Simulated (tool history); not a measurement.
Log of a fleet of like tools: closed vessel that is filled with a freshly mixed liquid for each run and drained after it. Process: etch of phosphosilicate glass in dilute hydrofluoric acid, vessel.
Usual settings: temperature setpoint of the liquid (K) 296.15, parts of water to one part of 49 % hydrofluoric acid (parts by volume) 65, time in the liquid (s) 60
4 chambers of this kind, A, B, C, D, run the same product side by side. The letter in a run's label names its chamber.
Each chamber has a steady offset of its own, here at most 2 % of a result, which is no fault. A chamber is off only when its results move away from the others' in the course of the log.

run,day,temperature setpoint of the liquid (K),parts of water to one part of 49 % hydrofluoric acid (parts by volume),time in the liquid (s),"read-back film thickness of the phosphosilicate glass reference wafer, read on the same gauge (nm)",thickness taken off the phosphosilicate glass on a monitor wafer (nm)
1B,0.162,296.15,65,60,89.984,130.4
2A,0.392,296.15,65,60,90.024,132.05
3D,0.508,296.15,65,60,89.959,129.64
# day 0.721: chamber D: thermometer replaced
4C,0.725,296.15,65,60,90.008,134.73
5D,0.854,296.15,65,60,89.987,130.66
6C,1.067,296.15,65,60,90,134.68
7A,1.267,296.15,65,60,89.999,131.54
8B,1.475,296.15,65,60,90.018,130.69
9B,1.583,296.15,65,60,90.016,131.9
10D,1.783,296.15,65,60,89.999,132.79
11C,1.942,296.15,65,60,90.008,134.22
12A,2.162,296.15,65,60,89.978,132.64
13A,2.346,296.15,65,60,89.969,132.52
14C,2.562,296.15,65,60,90.005,134.37
15B,2.717,296.15,65,60,90.01,130
16D,2.946,296.15,65,60,90.025,133.19
17C,3.075,296.15,65,80,90.001,177.1
18A,3.25,296.15,65,80,90.005,177.99
19B,3.421,296.15,65,80,89.981,175.75
20D,3.525,296.15,65,80,89.993,176.45
21C,3.721,296.15,65,60,89.991,130.59
22B,3.917,296.15,45,60,89.993,193.68
23A,4.096,296.15,45,60,90.013,195.63
24D,4.279,296.15,45,60,89.992,194.74
25A,4.408,296.15,45,60,90.005,193.66
26B,4.533,296.15,65,60,89.997,128.44
27D,4.717,296.15,65,60,89.998,130.94
28C,4.867,296.15,65,60,90.002,128.19
29D,5.042,296.15,65,60,90.001,131.04
30A,5.183,296.15,40,60,90.006,218.99
31C,5.358,296.15,40,60,90.005,213.98
32B,5.583,296.15,40,60,89.999,220.09
33C,5.767,296.15,40,60,90.011,212.33
34D,5.933,296.15,65,60,89.998,132.81
35B,6.075,296.15,65,60,90.02,131.04
36A,6.179,293.15,45,60,90.008,172.42
37D,6.329,293.15,45,60,89.996,171.37
38A,6.458,293.15,45,60,89.995,170.86
39B,6.658,293.15,45,60,89.989,172.54
40C,6.85,296.15,65,60,90.019,123.93
41C,7.021,296.15,65,60,90.032,124.02
42D,7.138,296.15,65,75,90,169.16

What goes on in this fleet: one chamber off, a drifting gauge, or nothing beyond the chambers' own small offsets? Name the chamber and the cause, if any.

Chamber C drifts away from the others.
Cause: hydrofluoric acid flow below the setpoint (%) = 7.78.
The log may not tell that from: liquid colder than its thermometer reads (K).

Here are 4 candidates for chamber C's next run, each the usual settings with a change, their results left as question marks. Which one brings its results back in line with what the others give on the usual settings?
In line means no further than this from the other chambers' mean on the usual settings: thickness taken off the phosphosilicate glass on a monitor wafer (nm) 4.5
43C-1,7.308,299.65,65,60,,?
43C-2,7.308,296.15,70,60,,?
43C-3,7.308,296.15,65,65,,?
43C-4,7.308,292.65,65,60,,?

The other chambers' mean on the usual settings: thickness taken off the phosphosilicate glass on a monitor wafer (nm) 131.66
run,thickness taken off the phosphosilicate glass on a monitor wafer (nm)
43C-1,141.08
43C-2,113.26
43C-3,133.04
43C-4,106.5
43C-3 brings the chamber back in line.
